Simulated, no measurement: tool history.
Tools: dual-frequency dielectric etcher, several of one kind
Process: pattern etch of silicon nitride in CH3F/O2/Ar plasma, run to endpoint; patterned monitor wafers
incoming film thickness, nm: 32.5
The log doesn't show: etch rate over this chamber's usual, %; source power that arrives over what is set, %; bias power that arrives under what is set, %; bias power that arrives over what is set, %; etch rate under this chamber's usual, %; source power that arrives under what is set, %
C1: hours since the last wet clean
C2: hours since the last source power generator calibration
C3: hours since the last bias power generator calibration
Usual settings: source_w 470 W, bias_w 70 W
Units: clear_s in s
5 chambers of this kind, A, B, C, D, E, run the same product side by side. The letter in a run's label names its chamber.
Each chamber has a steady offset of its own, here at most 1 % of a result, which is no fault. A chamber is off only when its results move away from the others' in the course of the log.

{"run": "1C", "hour": 15.3, "source_w": 470, "bias_w": 70, "C1": 284, "C2": 945.1, "C3": 2798, "clear_s": 45.426}
{"run": "2A", "hour": 28.6, "source_w": 470, "bias_w": 70, "C1": 109, "C2": 1278.8, "C3": 1572.9, "clear_s": 44.584}
{"run": "3E", "hour": 41.5, "source_w": 470, "bias_w": 70, "C1": 242.9, "C2": 1394.4, "C3": 794.4, "clear_s": 44.596}
{"run": "4D", "hour": 50.7, "source_w": 470, "bias_w": 70, "C1": 239.4, "C2": 1663.7, "C3": 1334.9, "clear_s": 44.464}
{"run": "5B", "hour": 58.8, "source_w": 470, "bias_w": 70, "C1": 304.2, "C2": 1088.2, "C3": 2298.1, "clear_s": 44.619}
{"run": "6C", "hour": 70.0, "source_w": 470, "bias_w": 70, "C1": 338.7, "C2": 999.8, "C3": 2852.7, "clear_s": 44.995}
{"run": "7E", "hour": 81.9, "source_w": 530, "bias_w": 59, "C1": 283.3, "C2": 1434.8, "C3": 834.8, "clear_s": 45.063}
{"hour": 86.3, "done": "chamber B: wet clean of the chamber"}
{"run": "8B", "hour": 91.0, "source_w": 530, "bias_w": 59, "C1": 4.7, "C2": 1120.4, "C3": 2330.3, "clear_s": 45.806}
{"run": "9D", "hour": 101.4, "source_w": 530, "bias_w": 59, "C1": 290.1, "C2": 1714.4, "C3": 1385.6, "clear_s": 45.007}
{"run": "10A", "hour": 115.2, "source_w": 530, "bias_w": 59, "C1": 195.6, "C2": 1365.4, "C3": 1659.5, "clear_s": 44.983}
{"run": "11A", "hour": 122.0, "source_w": 530, "bias_w": 59, "C1": 202.4, "C2": 1372.2, "C3": 1666.3, "clear_s": 45.104}
{"run": "12E", "hour": 132.4, "source_w": 470, "bias_w": 70, "C1": 333.8, "C2": 1485.3, "C3": 885.3, "clear_s": 43.916}
{"run": "13B", "hour": 139.5, "source_w": 470, "bias_w": 70, "C1": 53.2, "C2": 1168.9, "C3": 2378.8, "clear_s": 45.005}
{"run": "14C", "hour": 147.9, "source_w": 470, "bias_w": 70, "C1": 416.6, "C2": 1077.7, "C3": 2930.6, "clear_s": 44.005}
{"run": "15D", "hour": 163.3, "source_w": 470, "bias_w": 70, "C1": 352, "C2": 1776.3, "C3": 1447.5, "clear_s": 45.208}
{"run": "16B", "hour": 178.5, "source_w": 470, "bias_w": 70, "C1": 92.2, "C2": 1207.9, "C3": 2417.8, "clear_s": 45.021}
{"run": "17D", "hour": 189.7, "source_w": 550, "bias_w": 54, "C1": 378.4, "C2": 1802.7, "C3": 1473.9, "clear_s": 45.95}
{"run": "18A", "hour": 199.2, "source_w": 550, "bias_w": 54, "C1": 279.6, "C2": 1449.4, "C3": 1743.5, "clear_s": 45.429}
{"hour": 200.0, "done": "chamber C: wet clean of the chamber"}
{"run": "19C", "hour": 207.5, "source_w": 550, "bias_w": 54, "C1": 7.5, "C2": 1137.3, "C3": 2990.2, "clear_s": 45.237}
{"run": "20E", "hour": 220.5, "source_w": 550, "bias_w": 54, "C1": 421.9, "C2": 1573.4, "C3": 973.4, "clear_s": 44.987}
{"run": "21C", "hour": 232.7, "source_w": 550, "bias_w": 54, "C1": 32.7, "C2": 1162.5, "C3": 3015.4, "clear_s": 46.066}
{"run": "22B", "hour": 245.6, "source_w": 470, "bias_w": 70, "C1": 159.3, "C2": 1275, "C3": 2484.9, "clear_s": 44.72}
{"run": "23E", "hour": 255.4, "source_w": 470, "bias_w": 70, "C1": 456.8, "C2": 1608.3, "C3": 1008.3, "clear_s": 43.508}
{"run": "24D", "hour": 264.0, "source_w": 470, "bias_w": 70, "C1": 452.7, "C2": 1877, "C3": 1548.2, "clear_s": 44.749}
{"run": "25A", "hour": 277.4, "source_w": 470, "bias_w": 70, "C1": 357.8, "C2": 1527.6, "C3": 1821.7, "clear_s": 44.017}
{"hour": 283.2, "done": "chamber C: bias power generator calibrated"}
{"run": "26B", "hour": 290.7, "source_w": 470, "bias_w": 88, "C1": 204.4, "C2": 1320.1, "C3": 2530, "clear_s": 41.273}
{"run": "27A", "hour": 297.5, "source_w": 470, "bias_w": 88, "C1": 377.9, "C2": 1547.7, "C3": 1841.8, "clear_s": 41.614}
{"run": "28E", "hour": 310.3, "source_w": 470, "bias_w": 88, "C1": 511.7, "C2": 1663.2, "C3": 1063.2, "clear_s": 40.265}
{"run": "29D", "hour": 324.8, "source_w": 470, "bias_w": 88, "C1": 513.5, "C2": 1937.8, "C3": 1609, "clear_s": 41.565}
{"run": "30C", "hour": 334.7, "source_w": 470, "bias_w": 88, "C1": 134.7, "C2": 1264.5, "C3": 51.5, "clear_s": 41.148}
{"run": "31B", "hour": 341.5, "source_w": 470, "bias_w": 76, "C1": 255.2, "C2": 1370.9, "C3": 2580.8, "clear_s": 43.81}
{"run": "32E", "hour": 353.5, "source_w": 470, "bias_w": 76, "C1": 554.9, "C2": 1706.4, "C3": 1106.4, "clear_s": 41.719}
{"run": "33D", "hour": 366.3, "source_w": 470, "bias_w": 76, "C1": 555, "C2": 1979.3, "C3": 1650.5, "clear_s": 44.081}
{"run": "34C", "hour": 377.7, "source_w": 470, "bias_w": 76, "C1": 177.7, "C2": 1307.5, "C3": 94.5, "clear_s": 43.622}
{"run": "35A", "hour": 391.5, "source_w": 470, "bias_w": 76, "C1": 471.9, "C2": 1641.7, "C3": 1935.8, "clear_s": 43.684}
{"run": "36A", "hour": 400.1, "source_w": 470, "bias_w": 70, "C1": 480.5, "C2": 1650.3, "C3": 1944.4, "clear_s": 44.522}
{"run": "37C", "hour": 414.6, "source_w": 470, "bias_w": 70, "C1": 214.6, "C2": 1344.4, "C3": 131.4, "clear_s": 44.307}
{"run": "38E", "hour": 421.7, "source_w": 470, "bias_w": 70, "C1": 623.1, "C2": 1774.6, "C3": 1174.6, "clear_s": 42.474}
{"run": "39B", "hour": 432.2, "source_w": 470, "bias_w": 70, "C1": 345.9, "C2": 1461.6, "C3": 2671.5, "clear_s": 45.097}
{"run": "40D", "hour": 440.8, "source_w": 470, "bias_w": 70, "C1": 629.5, "C2": 2053.8, "C3": 1725, "clear_s": 44.848}
{"run": "41C", "hour": 454.3, "source_w": 380, "bias_w": 70, "C1": 254.3, "C2": 1384.1, "C3": 171.1, "clear_s": 47.97}
{"run": "42A", "hour": 469.1, "source_w": 380, "bias_w": 70, "C1": 549.5, "C2": 1719.3, "C3": 2013.4, "clear_s": 49.139}

Next, every chamber runs the same settings. What will each give?
{"run": "43A", "hour": 480.2, "source_w": 540, "bias_w": 70, "clear_s": "?"}
{"run": "43B", "hour": 480.2, "source_w": 540, "bias_w": 70, "clear_s": "?"}
{"run": "43C", "hour": 480.2, "source_w": 540, "bias_w": 70, "clear_s": "?"}
{"run": "43D", "hour": 480.2, "source_w": 540, "bias_w": 70, "clear_s": "?"}
{"run": "43E", "hour": 480.2, "source_w": 540, "bias_w": 70, "clear_s": "?"}

run=43A clear_s=42.416
run=43B clear_s=42.493
run=43C clear_s=42.338
run=43D clear_s=42.311
run=43E clear_s=40.541

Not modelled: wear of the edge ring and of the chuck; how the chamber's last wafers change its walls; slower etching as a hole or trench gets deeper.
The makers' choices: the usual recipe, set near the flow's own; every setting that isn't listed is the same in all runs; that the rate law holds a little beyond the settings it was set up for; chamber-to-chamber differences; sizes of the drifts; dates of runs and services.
